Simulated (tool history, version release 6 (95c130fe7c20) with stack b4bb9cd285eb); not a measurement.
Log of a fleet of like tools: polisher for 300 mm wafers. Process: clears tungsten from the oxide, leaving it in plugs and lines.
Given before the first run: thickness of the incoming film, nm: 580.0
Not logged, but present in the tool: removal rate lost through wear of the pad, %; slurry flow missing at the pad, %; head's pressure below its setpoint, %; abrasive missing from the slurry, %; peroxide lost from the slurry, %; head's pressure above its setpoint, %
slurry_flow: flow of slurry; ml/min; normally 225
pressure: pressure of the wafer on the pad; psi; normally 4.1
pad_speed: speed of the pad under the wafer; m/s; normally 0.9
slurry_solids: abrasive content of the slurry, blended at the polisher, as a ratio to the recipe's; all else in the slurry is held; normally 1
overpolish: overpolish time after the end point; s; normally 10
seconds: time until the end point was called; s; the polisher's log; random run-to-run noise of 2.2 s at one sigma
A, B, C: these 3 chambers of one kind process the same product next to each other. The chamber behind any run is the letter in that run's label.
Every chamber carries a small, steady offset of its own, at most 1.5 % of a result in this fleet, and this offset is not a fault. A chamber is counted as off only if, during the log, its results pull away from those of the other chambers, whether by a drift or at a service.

run,day,slurry_flow,pressure,pad_speed,slurry_solids,overpolish,wafers polished on this pad,hours since the slurry nozzle was cleaned,hours since the head pressure was calibrated,hours since the slurry blender was calibrated,hours since the slurry got fresh peroxide,seconds
# day 0.217: chamber C: worn pad replaced by a new one
# day 0.35: chamber B: worn pad replaced by a new one
1B,0.425,225,4.1,0.9,1,10,17,42.9,525.5,96.2,50.6,131.28
2C,0.767,225,4.1,0.9,1,10,121,826.9,411.6,40.3,66.6,132.03
3A,1.292,225,4.1,0.9,1,10,565,149,89.3,94.9,56.8,129.2
# day 1.438: chamber A: worn pad replaced by a new one
# day 1.462: chamber B: slurry blender recalibrated
# day 1.567: chamber A: slurry tank refilled with fresh slurry and peroxide
# day 1.788: chamber C: slurry nozzle cleaned
4A,1.821,225,4.1,0.9,1,10,85,161.7,102,107.6,6.1,129.65
5C,2.433,225,4.1,0.9,1,10,487,15.6,451.6,80.3,106.6,126.28
# day 2.967: chamber B: worn pad replaced by a new one
6B,2.992,225,4.1,0.9,1,10,6,104.5,587.1,36.7,112.2,137
7A,3.492,225,4.1,0.9,1,10,452,201.8,142.1,147.7,46.2,128.83
# day 3.796: chamber C: worn pad replaced by a new one
8B,4.088,225,4.1,0.9,1,10,246,130.8,613.4,63,138.5,132.37
# day 4.208: chamber A: slurry blender recalibrated
# day 4.329: chamber A: worn pad replaced by a new one
9C,4.55,225,4.1,0.9,1,10,166,66.4,502.4,131.1,157.4,124.58
# day 4.583: chamber A: slurry tank refilled with fresh slurry and peroxide
10C,4.825,225,4.1,0.9,1,10,226,73,509,137.7,164,125.22
11B,5.117,225,4.1,0.9,1,10,473,155.5,638.1,87.7,163.2,136.4
# day 5.362: chamber C: slurry tank refilled with fresh slurry and peroxide
12A,5.588,225,4.1,0.9,1.1,10,276,252.1,192.4,33.1,24.2,126.1
13B,5.95,225,4.1,0.9,1.1,10,656,175.5,658.1,107.7,183.2,133.18
# day 5.975: chamber B: worn pad replaced by a new one
# day 6.042: chamber C: slurry blender recalibrated
14A,6.296,225,4.1,0.9,1.1,10,432,269.1,209.4,50.1,41.2,123.14
15C,6.608,225,4.1,0.9,1,10,618,115.8,551.8,13.7,29.9,128.4
# day 6.742: chamber B: slurry blender recalibrated
16B,7.188,225,4.1,0.9,1,10,267,205.2,687.8,10.8,212.9,137.46
# day 7.283: chamber A: worn pad replaced by a new one
# day 7.304: chamber A: slurry tank refilled with fresh slurry and peroxide
# day 7.362: chamber C: worn pad replaced by a new one
17C,7.529,225,4.1,0.9,1,10,36,137.9,573.9,35.8,52,125.79
18A,7.967,225,4.1,0.9,1,10,151,309.2,249.5,90.2,15.9,132.86
19A,8.575,225,4.1,0.9,1,10,284,323.8,264.1,104.8,30.5,126.68
20C,8.912,225,4.1,0.9,1.25,10,340,171.1,607.1,69,85.2,120.75
# day 8.95: chamber B: worn pad replaced by a new one
21B,9.254,225,4.1,0.9,1.25,10,66,254.8,737.4,60.4,262.5,137.23
# day 9.592: chamber A: worn pad replaced by a new one
22B,9.771,225,4.1,0.9,1.25,10,180,267.2,749.8,72.8,274.9,143
# day 9.858: chamber A: slurry nozzle cleaned
23C,10.225,225,3.2,0.9,0.85,10,629,202.6,638.6,100.5,116.7,170.62
# day 10.388: chamber A: slurry tank refilled with fresh slurry and peroxide
24A,10.738,225,3.2,0.9,0.85,10,252,21.2,316,156.7,8.4,166.8
25A,11.204,225,3.2,0.9,0.85,10,354,32.4,327.2,167.9,19.6,174.02

Next, every chamber runs the same settings. What will each give?
26A,11.646,225,4.1,0.9,1,8,,,,,,?
26B,11.646,225,4.1,0.9,1,8,,,,,,?
26C,11.646,225,4.1,0.9,1,8,,,,,,?

run,seconds
26A,131.94
26B,146.17
26C,124.31

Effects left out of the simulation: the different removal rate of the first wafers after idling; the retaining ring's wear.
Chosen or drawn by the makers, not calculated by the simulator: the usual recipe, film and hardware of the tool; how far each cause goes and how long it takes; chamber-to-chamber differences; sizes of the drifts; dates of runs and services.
